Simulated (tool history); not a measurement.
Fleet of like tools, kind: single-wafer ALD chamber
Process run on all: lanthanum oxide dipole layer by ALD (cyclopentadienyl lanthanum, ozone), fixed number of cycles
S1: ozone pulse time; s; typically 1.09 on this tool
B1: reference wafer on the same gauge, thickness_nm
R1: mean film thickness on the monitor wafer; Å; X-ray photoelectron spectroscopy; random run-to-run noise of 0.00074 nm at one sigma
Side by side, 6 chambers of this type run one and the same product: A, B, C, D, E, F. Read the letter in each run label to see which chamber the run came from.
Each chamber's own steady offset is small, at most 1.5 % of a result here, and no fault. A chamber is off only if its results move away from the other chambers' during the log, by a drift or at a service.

{"run": "1F", "day": 0.267, "S1": 1.09, "B1": 0.49586, "R1": 5.1291}
{"run": "2C", "day": 0.488, "S1": 1.09, "B1": 0.49605, "R1": 5.0551}
{"run": "3E", "day": 0.717, "S1": 1.09, "B1": 0.4958, "R1": 5.093}
{"run": "4D", "day": 0.95, "S1": 1.09, "B1": 0.49585, "R1": 5.1848}
{"run": "5A", "day": 1.271, "S1": 1.09, "B1": 0.49555, "R1": 5.1115}
{"day": 1.575, "done": "chamber E: ozone generator serviced"}
{"run": "6B", "day": 1.683, "S1": 1.09, "B1": 0.49554, "R1": 5.0981}
{"run": "7B", "day": 1.996, "S1": 1.09, "B1": 0.49575, "R1": 5.1065}
{"run": "8D", "day": 2.229, "S1": 1.09, "B1": 0.49538, "R1": 5.1808}
{"run": "9C", "day": 2.458, "S1": 0.95, "B1": 0.49535, "R1": 4.8542}
{"run": "10F", "day": 2.729, "S1": 0.95, "B1": 0.49521, "R1": 4.8955}
{"run": "11E", "day": 3.208, "S1": 0.95, "B1": 0.49529, "R1": 4.8748}
{"day": 3.321, "done": "chamber F: ozone generator serviced"}
{"run": "12A", "day": 3.525, "S1": 0.95, "B1": 0.49525, "R1": 4.8794}
{"run": "13E", "day": 3.967, "S1": 0.95, "B1": 0.49518, "R1": 4.8747}
{"run": "14B", "day": 4.338, "S1": 0.95, "B1": 0.49481, "R1": 4.8818}
{"run": "15D", "day": 4.604, "S1": 1.24, "B1": 0.49488, "R1": 5.3334}
{"run": "16C", "day": 4.962, "S1": 1.24, "B1": 0.49483, "R1": 5.2426}
{"run": "17F", "day": 5.179, "S1": 1.24, "B1": 0.49488, "R1": 5.2775}
{"run": "18A", "day": 5.488, "S1": 1.24, "B1": 0.49478, "R1": 5.2589}
{"run": "19B", "day": 5.833, "S1": 1.24, "B1": 0.4946, "R1": 5.2675}
{"run": "20E", "day": 6.121, "S1": 1.24, "B1": 0.49426, "R1": 5.2469}
{"day": 6.412, "done": "chamber B: ozone generator serviced"}
{"run": "21D", "day": 6.533, "S1": 1.09, "B1": 0.49455, "R1": 5.1801}
{"run": "22C", "day": 6.75, "S1": 0.72, "B1": 0.49426, "R1": 4.3356}
{"run": "23A", "day": 7.088, "S1": 0.72, "B1": 0.49412, "R1": 4.3646}
{"run": "24F", "day": 7.3, "S1": 0.72, "B1": 0.4942, "R1": 4.3841}
{"run": "25D", "day": 7.625, "S1": 0.72, "B1": 0.49411, "R1": 4.4757}
{"run": "26A", "day": 7.846, "S1": 0.72, "B1": 0.49394, "R1": 4.3623}
{"run": "27B", "day": 8.121, "S1": 0.72, "B1": 0.4939, "R1": 4.3746}
{"run": "28F", "day": 8.5, "S1": 1.09, "B1": 0.49402, "R1": 5.0849}
{"run": "29E", "day": 8.871, "S1": 1.09, "B1": 0.49387, "R1": 5.0634}
{"run": "30C", "day": 9.275, "S1": 0.87, "B1": 0.4937, "R1": 4.6954}
{"run": "31F", "day": 9.529, "S1": 0.87, "B1": 0.49369, "R1": 4.7316}
{"run": "32C", "day": 9.879, "S1": 0.87, "B1": 0.49358, "R1": 4.6978}
{"run": "33E", "day": 10.138, "S1": 0.87, "B1": 0.49351, "R1": 4.7137}
{"run": "34B", "day": 10.608, "S1": 0.87, "B1": 0.49342, "R1": 4.7262}
{"run": "35D", "day": 11.054, "S1": 0.87, "B1": 0.49334, "R1": 4.8106}
{"run": "36A", "day": 11.4, "S1": 1.09, "B1": 0.49313, "R1": 5.0776}

Which is it: a chamber that has drifted or been left off by a service, a gauge drift common to all chambers, or only each chamber's usual small offset? If a chamber is off, name it and its likeliest cause.

It is the gauge, not a chamber: its drift shows up in every chamber's results at once, and no chamber is off.
What lies behind it: gauge reads low (%) = 0.591.

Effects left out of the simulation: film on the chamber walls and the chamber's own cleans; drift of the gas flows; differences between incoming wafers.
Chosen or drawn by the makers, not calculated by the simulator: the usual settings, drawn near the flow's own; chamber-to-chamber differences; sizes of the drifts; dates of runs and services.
